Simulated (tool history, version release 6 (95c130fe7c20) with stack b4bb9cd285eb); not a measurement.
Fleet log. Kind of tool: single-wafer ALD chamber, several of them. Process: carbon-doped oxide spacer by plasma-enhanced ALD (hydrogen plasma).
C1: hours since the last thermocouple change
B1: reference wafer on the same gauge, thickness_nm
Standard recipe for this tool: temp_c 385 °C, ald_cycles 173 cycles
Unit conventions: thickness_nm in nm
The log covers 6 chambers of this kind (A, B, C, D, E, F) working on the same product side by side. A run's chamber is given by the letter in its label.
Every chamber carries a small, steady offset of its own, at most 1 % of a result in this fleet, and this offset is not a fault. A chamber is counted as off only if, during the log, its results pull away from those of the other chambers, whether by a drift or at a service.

run 1C hour=8.6 | temp_c=385 ald_cycles=173 | C1=297.2 | B1=7.6702 | thickness_nm=8.6508
run 2D hour=14.5 | temp_c=385 ald_cycles=173 | C1=1235.3 | B1=7.6684 | thickness_nm=8.7335
run 3A hour=19.5 | temp_c=385 ald_cycles=173 | C1=2175.6 | B1=7.6682 | thickness_nm=8.5573
run 4E hour=27.3 | temp_c=385 ald_cycles=173 | C1=1119.8 | B1=7.6716 | thickness_nm=8.6700
run 5F hour=34.4 | temp_c=374 ald_cycles=139 | C1=2373.9 | B1=7.6672 | thickness_nm=6.9848
run 6B hour=41.2 | temp_c=374 ald_cycles=139 | C1=902.6 | B1=7.6710 | thickness_nm=6.9789
run 7F hour=47.6 | temp_c=374 ald_cycles=139 | C1=2387.1 | B1=7.6756 | thickness_nm=6.9559
run 8C hour=53.6 | temp_c=374 ald_cycles=139 | C1=342.2 | B1=7.6695 | thickness_nm=6.9736
-- hour=62.1 chamber B: thermocouple changed; heater temperature recalibrated
run 9A hour=62.2 | temp_c=374 ald_cycles=139 | C1=2218.3 | B1=7.6649 | thickness_nm=6.8621
run 10D hour=66.3 | temp_c=374 ald_cycles=139 | C1=1287.1 | B1=7.6715 | thickness_nm=7.0047
run 11E hour=74.8 | temp_c=385 ald_cycles=173 | C1=1167.3 | B1=7.6748 | thickness_nm=8.6082
run 12B hour=82.4 | temp_c=385 ald_cycles=173 | C1=20.4 | B1=7.6706 | thickness_nm=8.6776
run 13F hour=86.5 | temp_c=385 ald_cycles=173 | C1=2426.0 | B1=7.6667 | thickness_nm=8.6612
run 14A hour=91.9 | temp_c=385 ald_cycles=173 | C1=2248.0 | B1=7.6655 | thickness_nm=8.5657
run 15B hour=98.4 | temp_c=385 ald_cycles=173 | C1=36.4 | B1=7.6715 | thickness_nm=8.6413
run 16E hour=102.5 | temp_c=385 ald_cycles=173 | C1=1195.0 | B1=7.6730 | thickness_nm=8.6186
run 17C hour=107.3 | temp_c=385 ald_cycles=173 | C1=395.9 | B1=7.6715 | thickness_nm=8.6833
run 18D hour=116.2 | temp_c=385 ald_cycles=173 | C1=1337.0 | B1=7.6687 | thickness_nm=8.7237
run 19B hour=120.8 | temp_c=397 ald_cycles=173 | C1=58.8 | B1=7.6706 | thickness_nm=8.6744
run 20A hour=126.5 | temp_c=397 ald_cycles=173 | C1=2282.6 | B1=7.6696 | thickness_nm=8.5658
run 21D hour=135.6 | temp_c=397 ald_cycles=173 | C1=1356.4 | B1=7.6674 | thickness_nm=8.7442
run 22E hour=141.4 | temp_c=397 ald_cycles=173 | C1=1233.9 | B1=7.6740 | thickness_nm=8.5997
run 23F hour=145.7 | temp_c=397 ald_cycles=173 | C1=2485.2 | B1=7.6680 | thickness_nm=8.6625
run 24C hour=154.7 | temp_c=397 ald_cycles=173 | C1=443.3 | B1=7.6689 | thickness_nm=8.6794
run 25E hour=162.0 | temp_c=385 ald_cycles=173 | C1=1254.5 | B1=7.6761 | thickness_nm=8.5719
run 26C hour=168.2 | temp_c=396 ald_cycles=142 | C1=456.8 | B1=7.6666 | thickness_nm=7.1097
run 27F hour=174.5 | temp_c=396 ald_cycles=142 | C1=2514.0 | B1=7.6666 | thickness_nm=7.1218
run 28A hour=182.8 | temp_c=396 ald_cycles=142 | C1=2338.9 | B1=7.6678 | thickness_nm=7.0613
run 29D hour=188.9 | temp_c=396 ald_cycles=142 | C1=1409.7 | B1=7.6707 | thickness_nm=7.1809
run 30B hour=194.0 | temp_c=396 ald_cycles=142 | C1=132.0 | B1=7.6689 | thickness_nm=7.0598
run 31D hour=200.0 | temp_c=396 ald_cycles=142 | C1=1420.8 | B1=7.6640 | thickness_nm=7.1924
run 32E hour=205.3 | temp_c=385 ald_cycles=173 | C1=1297.8 | B1=7.6675 | thickness_nm=8.6137
run 33F hour=211.5 | temp_c=385 ald_cycles=173 | C1=2551.0 | B1=7.6656 | thickness_nm=8.6686
run 34C hour=216.5 | temp_c=385 ald_cycles=173 | C1=505.1 | B1=7.6730 | thickness_nm=8.6635
run 35A hour=220.7 | temp_c=385 ald_cycles=173 | C1=2376.8 | B1=7.6746 | thickness_nm=8.5613
run 36B hour=228.4 | temp_c=385 ald_cycles=173 | C1=166.4 | B1=7.6668 | thickness_nm=8.6662
run 37B hour=233.3 | temp_c=385 ald_cycles=173 | C1=171.3 | B1=7.6729 | thickness_nm=8.6614
run 38C hour=238.1 | temp_c=385 ald_cycles=173 | C1=526.7 | B1=7.6724 | thickness_nm=8.6758
run 39F hour=243.6 | temp_c=385 ald_cycles=173 | C1=2583.1 | B1=7.6679 | thickness_nm=8.6603
run 40A hour=248.5 | temp_c=394 ald_cycles=206 | C1=2404.6 | B1=7.6691 | thickness_nm=10.2050
run 41D hour=256.5 | temp_c=394 ald_cycles=206 | C1=1477.3 | B1=7.6695 | thickness_nm=10.3770
run 42E hour=265.4 | temp_c=394 ald_cycles=206 | C1=1357.9 | B1=7.6663 | thickness_nm=10.3090
run 43C hour=270.5 | temp_c=394 ald_cycles=206 | C1=559.1 | B1=7.6739 | thickness_nm=10.2670
run 44D hour=277.5 | temp_c=394 ald_cycles=206 | C1=1498.3 | B1=7.6690 | thickness_nm=10.3270

Predict what each chamber gives when all 6 of them run the settings below next.
run 45A hour=284.2 | temp_c=385 ald_cycles=173 | thickness_nm=?
run 45B hour=284.2 | temp_c=385 ald_cycles=173 | thickness_nm=?
run 45C hour=284.2 | temp_c=385 ald_cycles=173 | thickness_nm=?
run 45D hour=284.2 | temp_c=385 ald_cycles=173 | thickness_nm=?
run 45E hour=284.2 | temp_c=385 ald_cycles=173 | thickness_nm=?
run 45F hour=284.2 | temp_c=385 ald_cycles=173 | thickness_nm=?

run=45A thickness_nm=8.5230
run=45B thickness_nm=8.6323
run=45C thickness_nm=8.6584
run=45D thickness_nm=8.7123
run=45E thickness_nm=8.6235
run=45F thickness_nm=8.6799
